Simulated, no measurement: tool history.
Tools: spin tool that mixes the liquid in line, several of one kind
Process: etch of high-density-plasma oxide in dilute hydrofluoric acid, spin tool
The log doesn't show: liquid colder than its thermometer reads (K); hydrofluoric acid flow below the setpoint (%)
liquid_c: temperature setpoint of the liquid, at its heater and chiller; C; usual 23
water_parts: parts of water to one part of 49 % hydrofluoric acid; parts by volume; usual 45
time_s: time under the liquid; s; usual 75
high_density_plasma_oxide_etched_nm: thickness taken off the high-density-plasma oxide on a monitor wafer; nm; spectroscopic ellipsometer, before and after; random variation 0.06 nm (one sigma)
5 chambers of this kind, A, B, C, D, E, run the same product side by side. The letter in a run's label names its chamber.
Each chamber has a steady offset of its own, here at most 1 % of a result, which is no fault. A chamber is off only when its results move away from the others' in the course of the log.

run,hour,liquid_c,water_parts,time_s,hours since the thermometer was replaced,hours since the hydrofluoric acid flow meter was replaced,"read-back film thickness of the high-density-plasma oxide reference wafer, read on the same gauge (nm)",high_density_plasma_oxide_etched_nm
1A,4.1,23,45,75,962.5,1571.1,89.993,8.7383
2D,8.3,23,45,75,566.7,95.0,90.000,8.7755
3B,12.4,23,45,75,785.0,177.4,89.996,8.7956
4C,16.1,23,45,75,1276.3,934.4,89.984,8.8511
5E,20.1,25,45,75,2410.6,336.7,89.970,9.3431
6E,23.9,25,45,75,2414.4,340.5,89.998,9.3606
7B,26.9,25,45,75,799.5,191.9,89.986,9.5535
8D,29.4,25,45,75,587.8,116.1,89.987,9.5778
9C,32.0,25,45,75,1292.2,950.3,90.000,9.5078
10A,34.7,23,45,75,993.1,1601.7,89.995,8.7810
11A,38.1,23,45,75,996.5,1605.1,89.972,8.7486
12D,40.7,23,30,60,599.1,127.4,90.009,10.9670
13E,42.9,23,30,60,2433.4,359.5,89.995,10.3540
14C,44.8,23,30,60,1305.0,963.1,90.005,10.6660
15B,46.7,23,30,60,819.3,211.7,89.992,10.5350
16C,50.0,23,30,60,1310.2,968.3,89.988,10.7500
17E,52.8,23,45,75,2443.3,369.4,89.993,8.4972
18D,57.0,23,55,30,615.4,143.7,89.965,2.8608
19A,59.9,23,55,30,1018.3,1626.9,89.980,2.8500
20B,64.1,23,55,30,836.7,229.1,90.002,2.8548
21B,68.2,23,55,30,840.8,233.2,90.004,2.8464
22A,71.1,23,55,30,1029.5,1638.1,89.991,2.8080
23D,75.0,23,45,75,633.4,161.7,89.990,8.8446
24E,77.2,23,45,75,2467.7,393.8,89.970,8.4346
25C,80.1,23,45,75,1340.3,998.4,90.017,8.8154
26E,84.1,23,45,75,2474.6,400.7,89.967,8.3003
27B,86.8,23,45,75,859.4,251.8,89.994,8.6631
28D,89.1,23,45,75,647.5,175.8,90.016,8.8701
29A,91.9,23,45,75,1050.3,1658.9,90.045,8.7771
30C,95.8,23,45,75,1356.0,1014.1,89.986,8.8472
31C,99.8,23,45,75,1360.0,1018.1,90.046,8.8160
32A,102.4,19,65,75,1060.8,1669.4,90.003,4.9519
33B,105.4,19,65,75,878.0,270.4,90.003,4.9567

Is one chamber off against the others, does the gauge drift, or is nothing wrong? If a chamber is off, say which, and what the likeliest cause is.

Chamber E drifts away from the others.
Cause: hydrofluoric acid flow below the setpoint (%) = 5.61.
The log may not tell that from: liquid colder than its thermometer reads (K).

Here are 4 candidates for chamber E's next run, each the usual settings with a change, their results left as question marks. Which one brings its results back in line with what the others give on the usual settings?
In line means no further than this from the other chambers' mean on the usual settings: high_density_plasma_oxide_etched_nm 0.2100 nm
34E-1,108.5,23,40,75,,,,?
34E-2,108.5,23,45,70,,,,?
34E-3,108.5,20,45,75,,,,?
34E-4,108.5,23,45,80,,,,?

The other chambers' mean on the usual settings: high_density_plasma_oxide_etched_nm 8.7657 nm
run,high_density_plasma_oxide_etched_nm
34E-1,9.3113
34E-2,7.6774
34E-3,7.2378
34E-4,8.7741
34E-4 brings the chamber back in line.

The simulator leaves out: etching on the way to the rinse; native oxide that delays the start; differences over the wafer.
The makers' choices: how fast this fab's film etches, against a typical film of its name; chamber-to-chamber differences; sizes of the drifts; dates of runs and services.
